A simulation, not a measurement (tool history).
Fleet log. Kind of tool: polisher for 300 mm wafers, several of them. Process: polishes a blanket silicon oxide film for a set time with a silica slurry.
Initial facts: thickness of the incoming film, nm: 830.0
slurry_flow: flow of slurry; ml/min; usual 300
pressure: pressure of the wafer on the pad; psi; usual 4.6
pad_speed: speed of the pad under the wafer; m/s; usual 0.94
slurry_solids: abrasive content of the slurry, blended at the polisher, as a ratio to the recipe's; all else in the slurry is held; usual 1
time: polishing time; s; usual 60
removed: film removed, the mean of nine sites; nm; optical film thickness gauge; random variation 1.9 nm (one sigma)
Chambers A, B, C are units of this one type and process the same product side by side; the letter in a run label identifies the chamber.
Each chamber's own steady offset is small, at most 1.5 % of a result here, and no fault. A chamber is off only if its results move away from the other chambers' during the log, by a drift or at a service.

run,day,slurry_flow,pressure,pad_speed,slurry_solids,time,removed
1C,0.575,300,4.6,0.94,1,60,156.130
# day 0.800: chamber B: slurry nozzle cleaned
# day 0.954: chamber C: worn pad replaced by a new one
2A,1.067,300,4.6,0.94,1,60,153.530
# day 1.133: chamber A: worn pad replaced by a new one
# day 1.150: chamber B: worn pad replaced by a new one
3B,1.579,300,4.6,0.94,1,60,154.790
# day 1.733: chamber A: slurry blender recalibrated
4B,2.000,300,4.6,0.94,1,60,157.240
# day 2.012: chamber A: conditioning disc replaced and pad reconditioned
# day 2.346: chamber A: slurry nozzle cleaned
5A,2.525,300,4.6,0.94,1,75,192.870
6C,2.821,300,4.6,0.94,1,75,184.190
# day 2.825: chamber A: worn pad replaced by a new one
7A,3.221,300,4.6,0.94,1,75,195.110
# day 3.550: chamber B: worn pad replaced by a new one
8C,3.588,300,4.6,0.94,1,60,144.240
# day 3.883: chamber C: worn pad replaced by a new one
9B,3.946,300,4.6,0.94,1,60,155.220
# day 4.408: chamber A: worn pad replaced by a new one
10B,4.438,300,4.6,0.94,1,60,153.480
# day 4.762: chamber C: conditioning disc replaced and pad reconditioned
11A,4.829,300,4.6,0.94,1,60,153.060
12C,5.121,300,4.6,0.94,1,60,144.650
13B,5.508,300,4.6,0.94,1,60,157.510
# day 5.779: chamber A: head pressure recalibrated
# day 5.792: chamber C: head pressure recalibrated
14A,5.971,375,4.6,0.94,1,40,103.350
# day 6.108: chamber A: worn pad replaced by a new one
15C,6.392,375,4.6,0.94,1,40,96.185
16B,6.650,375,4.6,0.94,1,40,104.130
# day 6.704: chamber B: worn pad replaced by a new one
# day 6.762: chamber C: worn pad replaced by a new one
17A,7.138,300,4.6,0.94,1,60,156.560
18C,7.467,300,4.6,0.94,1,60,138.300
19B,7.783,300,4.6,0.94,1,60,153.000
# day 7.996: chamber A: worn pad replaced by a new one
20A,8.133,300,4.6,0.94,1,60,155.140
21C,8.446,300,4.6,0.94,1,60,133.170

Has any chamber moved away from the others, gradually or after a service, or does the common gauge drift, or do the chambers differ only by their own small steady offsets? State the chamber and the most likely cause if one applies.

Chamber C drifts away from the others.
Most likely cause: abrasive missing from the slurry, % = 24.5.

Here are 4 candidates for chamber C's next run, each the usual settings with a change, their results left as question marks. Which one brings its results back in line with what the others give on the usual settings?
Maximum distance from the other chambers' mean on the usual settings for a result to count as in line: removed 6.500 nm
22C-1,8.871,300,4.3,0.90,1.00,57,?
22C-2,8.871,300,4.1,0.86,0.95,54,?
22C-3,8.871,300,5.1,1.02,1.05,67,?
22C-4,8.871,300,5.0,1.00,1.00,60,?

What the other chambers average on the usual settings: removed 154.950 nm
run,removed
22C-1,114.500
22C-2,97.054
22C-3,181.120
22C-4,152.640
It is 22C-4 that realigns the chamber with its peers.

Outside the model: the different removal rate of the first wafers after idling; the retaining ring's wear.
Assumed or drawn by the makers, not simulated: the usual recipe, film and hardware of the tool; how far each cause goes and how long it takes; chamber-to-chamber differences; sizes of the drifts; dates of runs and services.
